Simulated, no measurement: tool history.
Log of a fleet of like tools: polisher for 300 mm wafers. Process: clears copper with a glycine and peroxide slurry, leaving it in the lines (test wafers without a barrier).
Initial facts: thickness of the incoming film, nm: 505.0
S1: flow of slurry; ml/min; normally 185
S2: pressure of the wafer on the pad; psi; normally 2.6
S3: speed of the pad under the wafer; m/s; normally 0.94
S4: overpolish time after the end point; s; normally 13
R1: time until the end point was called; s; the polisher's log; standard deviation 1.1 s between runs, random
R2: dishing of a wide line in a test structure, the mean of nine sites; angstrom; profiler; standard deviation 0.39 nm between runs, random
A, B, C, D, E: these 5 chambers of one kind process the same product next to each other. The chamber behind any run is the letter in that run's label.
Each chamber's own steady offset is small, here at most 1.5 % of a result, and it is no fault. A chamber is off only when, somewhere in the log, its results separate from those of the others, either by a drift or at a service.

run 1D hour=4.9 | S1=185 S2=2.6 S3=0.94 S4=13 | R1=112.06 R2=282.07
-- hour=7.4 chamber A: head pressure recalibrated
run 2A hour=7.9 | S1=185 S2=2.6 S3=0.94 S4=13 | R1=110.03 R2=288.83
run 3B hour=13.9 | S1=185 S2=2.6 S3=0.94 S4=13 | R1=111.99 R2=292.27
run 4C hour=17.6 | S1=185 S2=2.6 S3=0.94 S4=13 | R1=112.72 R2=296.43
run 5E hour=20.4 | S1=185 S2=2.6 S3=0.94 S4=13 | R1=110.99 R2=294.34
run 6D hour=25.5 | S1=185 S2=2.6 S3=0.94 S4=13 | R1=109.23 R2=293.42
run 7B hour=28.6 | S1=185 S2=2.6 S3=0.94 S4=13 | R1=111.06 R2=295.53
-- hour=33.7 chamber E: worn pad replaced by a new one
run 8C hour=34.8 | S1=185 S2=2.6 S3=0.94 S4=13 | R1=112.33 R2=290.78
run 9E hour=40.9 | S1=185 S2=2.6 S3=0.94 S4=13 | R1=112.16 R2=301.02
run 10A hour=44.6 | S1=185 S2=2.6 S3=0.94 S4=13 | R1=111.31 R2=291.47
run 11C hour=48.2 | S1=185 S2=2.6 S3=0.94 S4=13 | R1=110.51 R2=293.39
run 12B hour=51.5 | S1=185 S2=2.6 S3=0.94 S4=19 | R1=111.28 R2=351.93
run 13E hour=55.4 | S1=185 S2=2.6 S3=0.94 S4=19 | R1=112.06 R2=351.91
-- hour=57.4 chamber D: slurry nozzle cleaned
run 14D hour=59.7 | S1=185 S2=2.6 S3=0.94 S4=19 | R1=111.94 R2=354.85
-- hour=64.9 chamber B: slurry nozzle cleaned
run 15A hour=66.1 | S1=185 S2=2.6 S3=0.94 S4=19 | R1=112.76 R2=353.1
run 16E hour=72.5 | S1=185 S2=2.6 S3=0.94 S4=19 | R1=110.56 R2=355.39
run 17D hour=79.1 | S1=185 S2=2.6 S3=0.94 S4=13 | R1=108.97 R2=293.42
run 18B hour=84 | S1=185 S2=2.6 S3=0.94 S4=13 | R1=113.1 R2=293.27
-- hour=84.9 chamber B: worn pad replaced by a new one
run 19A hour=88.5 | S1=185 S2=2.6 S3=0.94 S4=13 | R1=115.64 R2=284.72
-- hour=90.8 chamber C: worn pad replaced by a new one
run 20C hour=91.8 | S1=185 S2=2.6 S3=0.94 S4=13 | R1=111.86 R2=292.07
-- hour=95.7 chamber D: worn pad replaced by a new one
run 21A hour=96.3 | S1=185 S2=2.6 S3=0.94 S4=13 | R1=115.09 R2=279.95
run 22B hour=99.9 | S1=185 S2=2.6 S3=0.94 S4=17 | R1=113.8 R2=336.01
run 23C hour=106.2 | S1=185 S2=2.6 S3=0.94 S4=17 | R1=111.9 R2=333.26
run 24D hour=111 | S1=185 S2=2.6 S3=0.94 S4=17 | R1=109.94 R2=337.05
run 25E hour=114.8 | S1=185 S2=2.6 S3=0.94 S4=17 | R1=111.25 R2=346.76
-- hour=115.9 chamber E: worn pad replaced by a new one
run 26A hour=118.1 | S1=185 S2=2.6 S3=0.94 S4=17 | R1=116.66 R2=322.87
run 27C hour=124.2 | S1=185 S2=2.6 S3=0.94 S4=13 | R1=110.2 R2=287.89
run 28D hour=128.2 | S1=185 S2=2.6 S3=0.94 S4=13 | R1=112.71 R2=288.34
run 29E hour=134.2 | S1=185 S2=2.6 S3=0.94 S4=10 | R1=109.51 R2=253.13
run 30B hour=138.6 | S1=185 S2=2.6 S3=0.94 S4=10 | R1=111.04 R2=250.16
run 31B hour=142.4 | S1=185 S2=2.6 S3=0.94 S4=10 | R1=111.94 R2=245.03
run 32E hour=146.4 | S1=185 S2=2.6 S3=0.94 S4=10 | R1=111.83 R2=249.29
run 33C hour=150.9 | S1=185 S2=2.6 S3=0.94 S4=10 | R1=114.55 R2=242.87
run 34A hour=156 | S1=215 S2=1.8 S3=0.94 S4=13 | R1=155.77 R2=235.08
run 35D hour=159.2 | S1=215 S2=1.8 S3=0.94 S4=13 | R1=145.88 R2=250.38
run 36C hour=165.7 | S1=215 S2=1.8 S3=0.94 S4=13 | R1=148.93 R2=244.42
run 37D hour=171 | S1=215 S2=1.8 S3=0.94 S4=13 | R1=145.7 R2=259.44
run 38E hour=176.8 | S1=215 S2=1.8 S3=0.94 S4=13 | R1=146.43 R2=252.65
run 39A hour=182.7 | S1=185 S2=2.6 S3=0.94 S4=13 | R1=125.87 R2=277.06
-- hour=183.6 chamber E: worn pad replaced by a new one
run 40B hour=188.4 | S1=185 S2=2.6 S3=0.94 S4=13 | R1=111.05 R2=284.82
run 41E hour=194.3 | S1=185 S2=2.6 S3=0.94 S4=13 | R1=111.44 R2=293.47
run 42A hour=199.5 | S1=185 S2=2.6 S3=0.94 S4=13 | R1=124.14 R2=275.24
run 43C hour=204 | S1=185 S2=2.6 S3=0.94 S4=13 | R1=110.96 R2=292.07

All 5 chambers run these settings next. Forecast each chamber's results:
run 44A hour=208.7 | S1=185 S2=3.3 S3=0.94 S4=13 | R1=? R2=?
run 44B hour=208.7 | S1=185 S2=3.3 S3=0.94 S4=13 | R1=? R2=?
run 44C hour=208.7 | S1=185 S2=3.3 S3=0.94 S4=13 | R1=? R2=?
run 44D hour=208.7 | S1=185 S2=3.3 S3=0.94 S4=13 | R1=? R2=?
run 44E hour=208.7 | S1=185 S2=3.3 S3=0.94 S4=13 | R1=? R2=?

run=44A R1=103.69 R2=301.66
run=44B R1=92.605 R2=326.92
run=44C R1=91.36 R2=318.03
run=44D R1=91.355 R2=319.57
run=44E R1=91.308 R2=318.15
